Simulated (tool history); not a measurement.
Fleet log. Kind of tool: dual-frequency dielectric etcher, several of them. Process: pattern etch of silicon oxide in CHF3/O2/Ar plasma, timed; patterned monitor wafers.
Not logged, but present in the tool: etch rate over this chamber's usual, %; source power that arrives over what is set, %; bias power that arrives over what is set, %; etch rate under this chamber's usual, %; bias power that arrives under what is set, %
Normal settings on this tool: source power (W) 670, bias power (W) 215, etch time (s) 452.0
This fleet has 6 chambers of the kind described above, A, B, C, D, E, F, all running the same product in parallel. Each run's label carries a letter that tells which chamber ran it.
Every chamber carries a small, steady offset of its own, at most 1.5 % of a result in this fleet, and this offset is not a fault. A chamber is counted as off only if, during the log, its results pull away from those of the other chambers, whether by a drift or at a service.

run	day	source power (W)	bias power (W)	etch time (s)	hours since the last wet clean	hours since the last source power generator calibration	hours since the last bias power generator calibration	read-back reference wafer on the same gauge, depth_nm	mean etch depth across the wafer (nm)
1C	0.404	670	215	452.0	247.8	355.4	2139.2	1084.2	984.92
2D	0.821	670	215	452.0	161.1	3367.4	2140.8	1084.2	994.91
3E	1.138	670	215	452.0	220.4	97.1	732.4	1083.5	1004.20
4A	1.546	670	215	452.0	286.3	254.3	1912.7	1084.6	1000.70
5B	1.771	670	215	452.0	443.3	680.9	899.7	1084.2	992.77
6F	2.117	670	215	452.0	185.8	169.8	3518.6	1084.6	994.28
7B	2.412	670	215	452.0	458.7	696.3	915.1	1084.6	987.73
8D	2.658	670	215	452.0	205.2	3411.5	2184.9	1084.1	996.09
9C	2.875	670	215	452.0	307.1	414.7	2198.5	1083.9	990.19
10E	3.288	670	215	452.0	272.0	148.7	784.0	1083.9	1002.50
11A	3.604	670	215	452.0	335.7	303.7	1962.1	1084.2	1002.30
12F	3.888	670	215	452.0	228.3	212.3	3561.1	1084.0	999.02
13B	4.092	670	215	452.0	499.0	736.6	955.4	1083.7	986.33
14E	4.479	670	215	452.0	300.6	177.3	812.6	1084.1	998.00
15D	4.679	670	215	452.0	253.7	3460.0	2233.4	1084.3	994.66
16C	5.071	670	215	452.0	359.8	467.4	2251.2	1084.1	987.45
# day 5.238: chamber A: wet clean of the chamber
17F	5.438	670	248	378.0	265.5	249.5	3598.3	1084.5	873.04
18A	5.800	670	248	378.0	13.6	356.4	2014.8	1083.9	880.50
# day 5.992: chamber C: wet clean of the chamber
19B	6.038	670	248	378.0	545.7	783.3	1002.1	1084.0	871.58
20D	6.446	670	248	378.0	296.1	3502.4	2275.8	1084.5	882.24
21A	6.671	670	248	378.0	34.5	377.3	2035.7	1084.2	879.11
22E	7.033	670	248	378.0	361.9	238.6	873.9	1084.5	880.52
23C	7.342	670	215	452.0	32.4	521.9	2305.7	1083.3	965.85
24F	7.721	540	197	452.0	320.3	304.3	3653.1	1083.3	886.71
# day 7.979: chamber D: source power generator calibrated
25B	8.038	540	197	452.0	593.7	831.3	1050.1	1084.1	884.40
26A	8.275	540	197	452.0	73.0	415.8	2074.2	1084.2	892.40
27D	8.508	540	197	452.0	345.6	12.7	2325.3	1083.6	894.32
28F	8.775	540	197	452.0	345.6	329.6	3678.4	1083.1	892.15
29E	9.175	540	197	452.0	413.3	290.0	925.3	1084.2	895.67
# day 9.388: chamber B: wet clean of the chamber
30C	9.467	670	215	452.0	83.4	572.9	2356.7	1084.1	962.27
31A	9.800	670	215	452.0	109.6	452.4	2110.8	1083.7	1005.70
32D	10.192	670	215	452.0	386.0	53.1	2365.7	1084.4	994.84
33B	10.433	670	215	452.0	25.2	888.8	1107.6	1084.0	992.37
34E	10.838	670	198	332.5	453.2	329.9	965.2	1083.7	714.62
# day 10.912: chamber F: bias power generator calibrated
35C	11.100	670	198	332.5	122.6	612.1	2395.9	1083.6	691.30
36F	11.283	670	198	332.5	405.8	389.8	8.9	1084.6	711.59
37A	11.475	670	198	332.5	149.8	492.6	2151.0	1084.8	716.42

Decide between three cases: one chamber stands off from its peers, the gauge reading all wafers drifts, or nothing is wrong past each chamber's small offset. Where a chamber is off, say which and what most likely put it there.

Chamber C has stood off from the others ever since a service on it.
What lies behind it: etch rate under this chamber's usual, % = 2.48.

Chamber C could run next with any of the 4 candidate recipes listed below; each alters the usual settings, and their results appear as question marks. Which one brings its results back in line with what the other chambers deliver on the usual settings?
In line here means within this much of the mean the other chambers give on the usual settings: mean etch depth across the wafer (nm) 8.20
38C-1	11.783	700	224	452.0					?
38C-2	11.783	670	214	446.5					?
38C-3	11.783	670	216	457.5					?
38C-4	11.783	640	206	452.0					?

Usual-settings mean across the other chambers: mean etch depth across the wafer (nm) 996.52
run	mean etch depth across the wafer (nm)
38C-1	991.98
38C-2	949.12
38C-3	975.59
38C-4	932.39
With 38C-1, the chamber falls back in line with the rest.
